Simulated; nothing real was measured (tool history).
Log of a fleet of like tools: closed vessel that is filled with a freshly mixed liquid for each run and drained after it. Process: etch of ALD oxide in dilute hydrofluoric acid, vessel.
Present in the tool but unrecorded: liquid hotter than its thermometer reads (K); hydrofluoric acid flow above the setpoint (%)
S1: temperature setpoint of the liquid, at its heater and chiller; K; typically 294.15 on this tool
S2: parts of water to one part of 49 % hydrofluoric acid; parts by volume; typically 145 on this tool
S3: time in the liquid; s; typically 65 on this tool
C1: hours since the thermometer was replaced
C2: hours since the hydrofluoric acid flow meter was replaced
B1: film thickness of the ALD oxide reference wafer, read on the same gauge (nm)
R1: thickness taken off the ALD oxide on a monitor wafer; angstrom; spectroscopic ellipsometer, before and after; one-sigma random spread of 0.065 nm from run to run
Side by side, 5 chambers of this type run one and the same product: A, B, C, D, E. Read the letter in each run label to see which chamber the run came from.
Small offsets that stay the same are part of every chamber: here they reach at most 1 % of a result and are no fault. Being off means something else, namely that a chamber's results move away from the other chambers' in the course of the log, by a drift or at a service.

run	day	S1	S2	S3	C1	C2	B1	R1
1C	0.150	294.15	145	65	1399.6	1432.2	50.003	88.270
2B	0.354	294.15	145	65	448.2	1067.5	50.039	88.153
3E	0.571	294.15	145	65	27.8	714.1	49.976	88.947
4A	0.804	294.15	145	65	830.4	357.4	50.002	87.912
5D	0.912	294.15	80	55	1090.4	1483.3	50.004	144.810
6D	1.146	294.15	80	55	1096.0	1488.9	50.019	143.160
7E	1.271	294.15	80	55	44.6	730.9	50.015	147.510
8B	1.417	294.15	80	55	473.7	1093.0	49.983	147.740
9A	1.525	294.15	80	55	847.7	374.7	50.002	144.850
# day 1.542: chamber A: thermometer replaced
10C	1.683	294.15	145	65	1436.4	1469.0	50.032	87.175
11C	1.800	291.65	145	65	1439.2	1471.8	50.041	79.331
12D	2.008	291.65	145	65	1116.7	1509.6	49.967	78.939
13A	2.117	291.65	145	65	13.8	388.9	49.996	80.366
14E	2.346	291.65	145	65	70.4	756.7	50.027	81.015
15B	2.546	291.65	145	65	500.8	1120.1	49.998	79.465
16C	2.675	294.15	80	65	1460.2	1492.8	50.012	171.620
17D	2.846	294.15	80	65	1136.8	1529.7	49.953	168.400
18E	3.017	294.15	80	65	86.5	772.8	49.993	174.850
19B	3.150	294.15	80	65	515.3	1134.6	50.003	171.730
20A	3.300	294.15	80	65	42.2	417.3	49.999	171.350
21C	3.429	294.15	145	65	1478.3	1510.9	50.023	88.622
22E	3.658	290.65	145	65	101.9	788.2	49.976	78.190
23D	3.804	290.65	145	65	1159.8	1552.7	50.001	75.788
24A	3.950	290.65	145	65	57.8	432.9	50.048	76.942
25B	4.104	290.65	145	65	538.2	1157.5	50.013	76.659
26D	4.217	290.65	145	65	1169.7	1562.6	50.040	76.429
27C	4.421	294.15	145	65	1502.1	1534.7	49.969	87.846
28A	4.533	294.15	145	65	71.8	446.9	49.992	89.291
29B	4.692	292.15	145	65	552.3	1171.6	49.969	80.706
30E	4.867	292.15	145	65	130.9	817.2	49.970	84.375
31E	5.096	292.15	145	65	136.4	822.7	50.021	85.357
32B	5.246	292.15	145	65	565.6	1184.9	50.038	80.276
33C	5.450	292.15	145	65	1526.8	1559.4	50.023	82.373
34D	5.638	294.15	145	65	1203.8	1596.7	49.984	88.237

Predict what each chamber gives when all 5 of them run the settings below next.
35A	5.808	291.65	145	65				?
35B	5.808	291.65	145	65				?
35C	5.808	291.65	145	65				?
35D	5.808	291.65	145	65				?
35E	5.808	291.65	145	65				?

run	R1
35A	80.057
35B	79.702
35C	79.377
35D	80.174
35E	83.928

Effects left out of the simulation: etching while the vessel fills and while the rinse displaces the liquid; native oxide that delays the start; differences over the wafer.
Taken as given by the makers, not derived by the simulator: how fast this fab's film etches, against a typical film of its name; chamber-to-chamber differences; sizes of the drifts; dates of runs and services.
